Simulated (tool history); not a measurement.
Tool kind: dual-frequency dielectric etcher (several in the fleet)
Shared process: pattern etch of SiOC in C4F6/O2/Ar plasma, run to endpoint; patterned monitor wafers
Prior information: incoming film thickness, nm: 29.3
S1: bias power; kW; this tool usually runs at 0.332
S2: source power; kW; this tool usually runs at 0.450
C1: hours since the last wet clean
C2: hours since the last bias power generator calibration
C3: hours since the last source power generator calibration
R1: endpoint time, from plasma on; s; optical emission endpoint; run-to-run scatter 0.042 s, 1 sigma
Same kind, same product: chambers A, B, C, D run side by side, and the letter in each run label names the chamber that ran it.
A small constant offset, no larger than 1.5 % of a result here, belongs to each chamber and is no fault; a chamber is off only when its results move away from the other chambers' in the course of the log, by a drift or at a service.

run 1A day=0.325 | S1=0.332 S2=0.450 | C1=267.1 C2=2369.2 C3=917.6 | R1=10.849
run 2C day=0.679 | S1=0.332 S2=0.450 | C1=31.2 C2=2348.4 C3=543.3 | R1=11.064
run 3B day=0.908 | S1=0.332 S2=0.450 | C1=136.2 C2=1630.7 C3=25.2 | R1=10.866
run 4D day=1.262 | S1=0.332 S2=0.450 | C1=386.8 C2=2466.4 C3=1767.8 | R1=10.977
-- day=1.504 chamber C: bias power generator calibrated
run 5C day=1.650 | S1=0.332 S2=0.450 | C1=54.5 C2=3.5 C3=566.6 | R1=11.099
run 6B day=1.950 | S1=0.332 S2=0.450 | C1=161.2 C2=1655.7 C3=50.2 | R1=10.931
run 7A day=2.292 | S1=0.332 S2=0.450 | C1=314.3 C2=2416.4 C3=964.8 | R1=10.862
run 8D day=2.704 | S1=0.332 S2=0.450 | C1=421.4 C2=2501.0 C3=1802.4 | R1=11.043
run 9B day=2.942 | S1=0.332 S2=0.450 | C1=185.0 C2=1679.5 C3=74.0 | R1=10.887
run 10A day=3.204 | S1=0.332 S2=0.450 | C1=336.2 C2=2438.3 C3=986.7 | R1=10.896
run 11D day=3.525 | S1=0.332 S2=0.450 | C1=441.1 C2=2520.7 C3=1822.1 | R1=11.078
run 12C day=3.838 | S1=0.332 S2=0.450 | C1=107.0 C2=56.0 C3=619.1 | R1=11.065
run 13B day=4.229 | S1=0.332 S2=0.450 | C1=215.9 C2=1710.4 C3=104.9 | R1=10.832
run 14C day=4.558 | S1=0.332 S2=0.450 | C1=124.3 C2=73.3 C3=636.4 | R1=11.000
run 15A day=4.833 | S1=0.332 S2=0.450 | C1=375.3 C2=2477.4 C3=1025.8 | R1=10.912
run 16D day=5.242 | S1=0.332 S2=0.450 | C1=482.3 C2=2561.9 C3=1863.3 | R1=11.047
run 17B day=5.604 | S1=0.332 S2=0.450 | C1=248.9 C2=1743.4 C3=137.9 | R1=10.871
run 18D day=5.800 | S1=0.332 S2=0.450 | C1=495.7 C2=2575.3 C3=1876.7 | R1=11.161
run 19A day=6.142 | S1=0.332 S2=0.450 | C1=406.7 C2=2508.8 C3=1057.2 | R1=10.836
run 20C day=6.562 | S1=0.332 S2=0.450 | C1=172.4 C2=121.4 C3=684.5 | R1=11.036
run 21D day=6.858 | S1=0.285 S2=0.510 | C1=521.1 C2=2600.7 C3=1902.1 | R1=11.137
run 22B day=7.117 | S1=0.285 S2=0.510 | C1=285.2 C2=1779.7 C3=174.2 | R1=10.979
run 23A day=7.358 | S1=0.285 S2=0.510 | C1=435.9 C2=2538.0 C3=1086.4 | R1=10.880
run 24C day=7.604 | S1=0.285 S2=0.510 | C1=197.4 C2=146.4 C3=709.5 | R1=11.086
run 25D day=7.925 | S1=0.332 S2=0.450 | C1=546.7 C2=2626.3 C3=1927.7 | R1=11.243
run 26B day=8.283 | S1=0.332 S2=0.450 | C1=313.2 C2=1807.7 C3=202.2 | R1=10.929
run 27C day=8.617 | S1=0.332 S2=0.450 | C1=221.7 C2=170.7 C3=733.8 | R1=11.054
run 28A day=8.962 | S1=0.332 S2=0.450 | C1=474.4 C2=2576.5 C3=1124.9 | R1=10.861
run 29C day=9.383 | S1=0.332 S2=0.450 | C1=240.1 C2=189.1 C3=752.2 | R1=11.127

Has any chamber moved away from the others, gradually or after a service, or does the common gauge drift, or do the chambers differ only by their own small steady offsets? State the chamber and the most likely cause if one applies.

Little by little, chamber D moves away from the other chambers.
What lies behind it: etch rate under this chamber's usual, % = 2.36.
It could be hard to tell apart here from: source power that arrives under what is set, %.

Which of the 4 candidates below, each the usual settings with something changed and its results left as question marks, puts chamber D back in line with what the other chambers give on the usual settings?
A result is in line if it is within this distance of the other chambers' mean on the usual settings: R1 0.150 s
run 30D-1 day=9.692 | S1=0.336 S2=0.460 | R1=?
run 30D-2 day=9.692 | S1=0.328 S2=0.440 | R1=?
run 30D-3 day=9.692 | S1=0.347 S2=0.470 | R1=?
run 30D-4 day=9.692 | S1=0.332 S2=0.410 | R1=?

Usual-settings mean across the other chambers: R1 10.943 s
run=30D-1 R1=11.169
run=30D-2 R1=11.455
run=30D-3 R1=10.954
run=30D-4 R1=11.716
Change 30D-3 lands the chamber within the allowed miss of the other chambers.

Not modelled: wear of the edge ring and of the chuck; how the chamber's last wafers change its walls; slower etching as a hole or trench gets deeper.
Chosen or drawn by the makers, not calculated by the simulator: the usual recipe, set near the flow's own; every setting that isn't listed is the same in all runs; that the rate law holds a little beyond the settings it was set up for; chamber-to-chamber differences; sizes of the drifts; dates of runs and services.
